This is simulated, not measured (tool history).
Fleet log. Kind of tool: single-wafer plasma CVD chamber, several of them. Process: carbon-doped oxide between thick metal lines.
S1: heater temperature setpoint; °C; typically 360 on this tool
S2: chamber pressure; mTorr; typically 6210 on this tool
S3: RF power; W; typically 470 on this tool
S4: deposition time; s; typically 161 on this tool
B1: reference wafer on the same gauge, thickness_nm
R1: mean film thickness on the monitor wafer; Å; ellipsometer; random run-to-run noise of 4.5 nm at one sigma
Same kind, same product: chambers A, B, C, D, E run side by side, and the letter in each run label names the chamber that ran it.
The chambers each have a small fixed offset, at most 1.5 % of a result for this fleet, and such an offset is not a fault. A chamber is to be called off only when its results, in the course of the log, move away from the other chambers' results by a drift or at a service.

run	hour	S1	S2	S3	S4	B1	R1
1D	11.2	360	6210	470	161	689.43	7820.2
2A	23.5	360	6210	470	161	688.35	8022.9
3B	32.5	360	6210	470	161	689.51	7830.7
4E	46.4	360	6210	470	161	687.78	7864.2
# hour 49.1: chamber E: thermocouple changed; heater temperature recalibrated
5C	56.9	360	6210	380	161	688.03	6675.6
6A	65	360	6210	380	161	687.42	6836.3
7B	72.9	360	6210	380	161	688.63	6718.4
8D	85.4	360	6210	380	161	688.37	6790.6
9C	95.1	360	6210	380	161	688.69	6690.2
10E	107.8	360	6210	470	161	688.23	7804.3
11E	123.2	360	6210	470	161	688.69	7886.8
12D	135.5	360	6210	470	161	688.08	7824.8
# hour 138.8: chamber B: thermocouple changed; heater temperature recalibrated
13A	144.8	360	6210	470	161	689.33	7917.1
14B	152.3	360	6210	470	161	688.68	7758.4
15C	162.7	360	6210	470	161	688.68	7779.4
16E	170.6	360	6210	470	161	687.98	7889.4
17B	183.7	360	6210	470	188	688.23	9139.9
18A	194.5	360	6210	470	188	688.81	9212.7
19C	209.2	360	6210	470	188	687.4	9142.3
20D	218.8	360	6210	470	188	687.96	8999.3
21B	231.4	360	6210	470	188	688.18	9133
22C	245.8	360	6210	470	161	687.91	7798.5
# hour 250.4: chamber E: capacitance manometer re-zeroed and calibrated
23E	256.3	360	6210	470	161	688.16	7872.1
24A	268.1	360	6210	380	161	687.85	6864.7
25D	276.9	360	6210	380	161	688.7	6582.3
26A	284.9	360	6210	380	161	688.04	6890.9
27B	293.8	360	6210	380	161	688.74	6665.3
28D	307.1	360	6210	380	161	687.78	6552.4
29E	314.9	360	6210	470	161	688.69	7862.7
30C	322.9	360	6210	470	161	687.9	7832.1
31E	331.4	360	6210	470	161	687.28	7840.4
32B	339.7	360	6210	470	161	687.21	7891.5
33D	348	360	6210	470	161	687.85	7736.2
34C	363.5	360	6210	470	161	688.3	7804.2
35A	374	360	6210	470	161	688	7858.4
36C	384.5	360	6210	470	161	688.83	7731.6
37B	393.6	360	6210	470	161	686.67	7835.1
38A	408	360	6210	470	161	688.53	7941.1
39D	420.5	355	6210	520	161	688.31	8167.3
40E	434.4	355	6210	520	161	688.7	8516

Decide between three cases: one chamber stands off from its peers, the gauge reading all wafers drifts, or nothing is wrong past each chamber's small offset. Where a chamber is off, say which and what most likely put it there.

One chamber, D, drifts off from the rest bit by bit.
What lies behind it: delivered RF power below the setpoint (%) = 6.54.

Chamber D could run next with any of the 4 candidate recipes listed below; each alters the usual settings, and their results appear as question marks. Which one brings its results back in line with what the other chambers deliver on the usual settings?
Counts as in line when no further than this from what the other chambers average on the usual settings: R1 160 Å
41D-1	445.6	360	6180	460	156		?
41D-2	445.6	360	6210	470	159		?
41D-3	445.6	339	6210	470	161		?
41D-4	445.6	357	6450	470	161		?

Usual-settings mean across the other chambers: R1 7858.1 Å
run	R1
41D-1	7128.1
41D-2	7381.5
41D-3	7889.5
41D-4	7560.7
41D-3 puts the chamber back in line with the other chambers.

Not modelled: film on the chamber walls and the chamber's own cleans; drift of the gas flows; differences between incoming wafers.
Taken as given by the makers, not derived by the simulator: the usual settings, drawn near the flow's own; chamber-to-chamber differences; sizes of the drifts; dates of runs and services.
